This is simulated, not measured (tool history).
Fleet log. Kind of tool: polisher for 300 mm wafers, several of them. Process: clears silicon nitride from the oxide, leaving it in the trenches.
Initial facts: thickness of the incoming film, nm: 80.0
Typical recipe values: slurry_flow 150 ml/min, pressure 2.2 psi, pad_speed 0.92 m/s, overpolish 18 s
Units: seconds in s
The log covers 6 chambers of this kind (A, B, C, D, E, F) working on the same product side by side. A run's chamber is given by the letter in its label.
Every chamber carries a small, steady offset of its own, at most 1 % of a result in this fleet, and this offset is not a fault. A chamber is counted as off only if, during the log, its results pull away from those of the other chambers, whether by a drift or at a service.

| run | hour | slurry_flow | pressure | pad_speed | overpolish | seconds |
|---|---|---|---|---|---|---|
| 1C | 11.6 | 150 | 2.2 | 0.92 | 18 | 135.26 |
|  | 16.5 | chamber A: worn pad replaced by a new one |
| 2B | 20.5 | 150 | 2.2 | 0.92 | 18 | 135.88 |
|  | 27.3 | chamber D: worn pad replaced by a new one |
| 3F | 30.6 | 150 | 2.2 | 0.92 | 18 | 132.17 |
| 4D | 41.1 | 150 | 2.2 | 0.92 | 18 | 134.27 |
|  | 44.2 | chamber B: head pressure recalibrated |
| 5A | 50.2 | 150 | 2.2 | 0.92 | 18 | 133.96 |
|  | 52.1 | chamber B: worn pad replaced by a new one |
| 6E | 59.7 | 150 | 2.2 | 0.92 | 18 | 133.11 |
| 7C | 70.1 | 150 | 2.2 | 0.92 | 18 | 132.82 |
| 8E | 77.8 | 150 | 2.2 | 0.92 | 18 | 133.55 |
| 9A | 84.1 | 150 | 2.2 | 0.92 | 18 | 131.88 |
|  | 88.3 | chamber C: worn pad replaced by a new one |
| 10D | 90 | 115 | 2.2 | 0.92 | 8 | 138.68 |
| 11F | 99.8 | 115 | 2.2 | 0.92 | 8 | 141.57 |
|  | 109 | chamber F: worn pad replaced by a new one |
| 12B | 111.1 | 115 | 2.2 | 0.92 | 8 | 141.66 |
| 13D | 121 | 115 | 2.2 | 0.92 | 8 | 139.06 |
| 14F | 132 | 115 | 2.2 | 0.92 | 8 | 141.02 |
| 15A | 140.3 | 115 | 2.2 | 0.92 | 8 | 140.56 |
| 16B | 148.9 | 150 | 2.2 | 0.92 | 18 | 132.3 |
| 17C | 155.7 | 150 | 2.2 | 0.92 | 18 | 131.85 |
|  | 159.5 | chamber F: slurry nozzle cleaned |
| 18E | 162.8 | 150 | 2.2 | 0.92 | 18 | 137.34 |
|  | 166.5 | chamber C: worn pad replaced by a new one |
| 19A | 170.3 | 150 | 2.2 | 0.92 | 18 | 134.11 |
| 20D | 179.1 | 150 | 2.2 | 0.92 | 18 | 133.39 |
|  | 185.5 | chamber A: worn pad replaced by a new one |
| 21B | 187 | 150 | 2.2 | 0.92 | 18 | 136.47 |
|  | 192 | chamber B: worn pad replaced by a new one |
| 22E | 197.2 | 115 | 2.2 | 0.92 | 27 | 146.81 |
|  | 198.7 | chamber D: worn pad replaced by a new one |
| 23C | 208.4 | 115 | 2.2 | 0.92 | 27 | 139.64 |
| 24F | 215.3 | 115 | 2.2 | 0.92 | 27 | 141.75 |
|  | 219.3 | chamber A: slurry nozzle cleaned |
| 25F | 225.8 | 115 | 2.2 | 0.92 | 27 | 142.32 |
| 26A | 232.8 | 115 | 2.2 | 0.92 | 27 | 141.03 |
|  | 234.6 | chamber E: head pressure recalibrated |
| 27C | 239.6 | 115 | 2.2 | 0.92 | 27 | 140.9 |
|  | 243.9 | chamber C: worn pad replaced by a new one |
|  | 247.5 | chamber B: slurry nozzle cleaned |
| 28E | 251.1 | 150 | 2.2 | 0.92 | 18 | 139.31 |
| 29B | 256.9 | 150 | 2.2 | 0.92 | 18 | 135.38 |
| 30D | 266.4 | 180 | 2.2 | 0.92 | 18 | 129.88 |
| 31A | 274.7 | 180 | 2.2 | 0.92 | 18 | 128.92 |
|  | 275.1 | chamber F: worn pad replaced by a new one |
| 32F | 284.8 | 180 | 2.2 | 0.92 | 18 | 128.59 |
| 33B | 290.8 | 180 | 2.2 | 0.92 | 18 | 132.64 |
|  | 299.2 | chamber C: slurry nozzle cleaned |
| 34C | 299.9 | 180 | 2.2 | 0.92 | 18 | 128.05 |
| 35E | 310.1 | 180 | 2.2 | 0.92 | 18 | 138.88 |
| 36D | 321 | 150 | 2.2 | 1.06 | 18 | 115.83 |
|  | 328.6 | chamber B: worn pad replaced by a new one |
| 37F | 328.7 | 150 | 2.2 | 1.06 | 18 | 117.32 |
| 38B | 337.2 | 150 | 2.2 | 1.06 | 18 | 116.29 |
| 39E | 348.5 | 150 | 2.2 | 1.06 | 18 | 125.16 |

Is one chamber off against the others, does the gauge drift, or is nothing wrong? If a chamber is off, say which, and what the likeliest cause is.

Chamber E drifts away from the others.
Cause: removal rate lost through wear of the pad, % = 8.38.
From this log alone, it may not be told apart from: slurry flow missing at the pad, %.

Here are 4 candidates for chamber E's next run, each the usual settings with a change, their results left as question marks. Which one brings its results back in line with what the others give on the usual settings?
A result is in line if it is within this distance of the other chambers' mean on the usual settings: seconds 5.3 s
| 40E-1 | 356.8 | 150 | 2.2 | 0.86 | 18 | ? |
| 40E-2 | 356.8 | 150 | 2.4 | 0.98 | 18 | ? |
| 40E-3 | 356.8 | 150 | 2 | 0.86 | 18 | ? |
| 40E-4 | 356.8 | 150 | 2.2 | 1 | 18 | ? |

Average result of the remaining chambers running the usual settings: seconds 133.73 s
| run | seconds |
|---|---|
| 40E-1 | 155.98 |
| 40E-2 | 125.4 |
| 40E-3 | 171.63 |
| 40E-4 | 134.09 |
With 40E-4, the chamber falls back in line with the rest.

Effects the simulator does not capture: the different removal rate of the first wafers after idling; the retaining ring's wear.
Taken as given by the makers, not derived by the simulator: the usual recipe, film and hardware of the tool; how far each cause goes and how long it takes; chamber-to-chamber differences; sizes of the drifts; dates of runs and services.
